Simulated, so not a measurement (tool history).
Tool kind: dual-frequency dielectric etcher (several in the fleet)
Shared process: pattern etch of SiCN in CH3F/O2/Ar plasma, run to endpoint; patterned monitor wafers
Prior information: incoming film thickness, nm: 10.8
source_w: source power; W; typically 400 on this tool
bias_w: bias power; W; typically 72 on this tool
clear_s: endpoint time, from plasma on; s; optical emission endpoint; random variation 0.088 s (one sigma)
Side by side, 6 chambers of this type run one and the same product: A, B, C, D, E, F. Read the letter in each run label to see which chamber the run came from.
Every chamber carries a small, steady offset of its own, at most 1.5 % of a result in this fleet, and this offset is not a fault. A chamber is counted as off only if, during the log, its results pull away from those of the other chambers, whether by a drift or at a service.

run     day  source_w  bias_w  clear_s
 1F   0.358       400      72   28.772
 2A   0.700       400      72   28.492
 3E   0.950       400      72   28.501
 4C   1.142       400      72   29.009
 5B   1.475       400      72   28.709
 6D   1.688       400      72   28.789
 7D   1.958       400      72   28.641
 8C   2.283       400      72   29.011
 9B   2.642       400      72   28.834
10E   3.000       400      72   28.337
11A   3.308       400      72   28.663
12F   3.521       400      72   28.743
13C   3.717       400      72   28.963
14A   4.000       400      72   28.666
15F   4.175       400      72   28.724
16E   4.375       400      72   28.548
17D   4.617       400      72   28.914
18B   4.879       400      72   28.712
19F   5.142       400      72   28.705
20C   5.521       400      72   28.951
21B   5.738       400      72   28.569
      5.908  -- chamber B: wet clean of the chamber
22E   6.004       400      72   28.354
23D   6.262       400      72   28.620
24A   6.654       400      72   28.663
25B   7.058       400      72   27.697
26C   7.271       400      72   28.743
      7.596  -- chamber D: wet clean of the chamber
27A   7.679       300      55   34.842
28D   8.046       300      55   35.255
29E   8.288       300      55   34.993
30F   8.638       300      55   35.078
      8.788  -- chamber C: wet clean of the chamber
31F   8.921       300      55   35.155
32E   9.142       300      55   34.929
33B   9.529       400      72   27.652
34C   9.850       400      72   28.972
35A  10.092       400      72   28.585
36D  10.283       400      72   28.716
37D  10.658       340      89   28.175
38C  10.983       340      89   28.516

Each of the 6 chambers runs these same settings next. Fill in every chamber's results:
39A  11.275       400      54        ?
39B  11.275       400      54        ?
39C  11.275       400      54        ?
39D  11.275       400      54        ?
39E  11.275       400      54        ?
39F  11.275       400      54        ?

run  clear_s
39A   31.669
39B   30.643
39C   31.930
39D   31.809
39E   31.576
39F   31.666
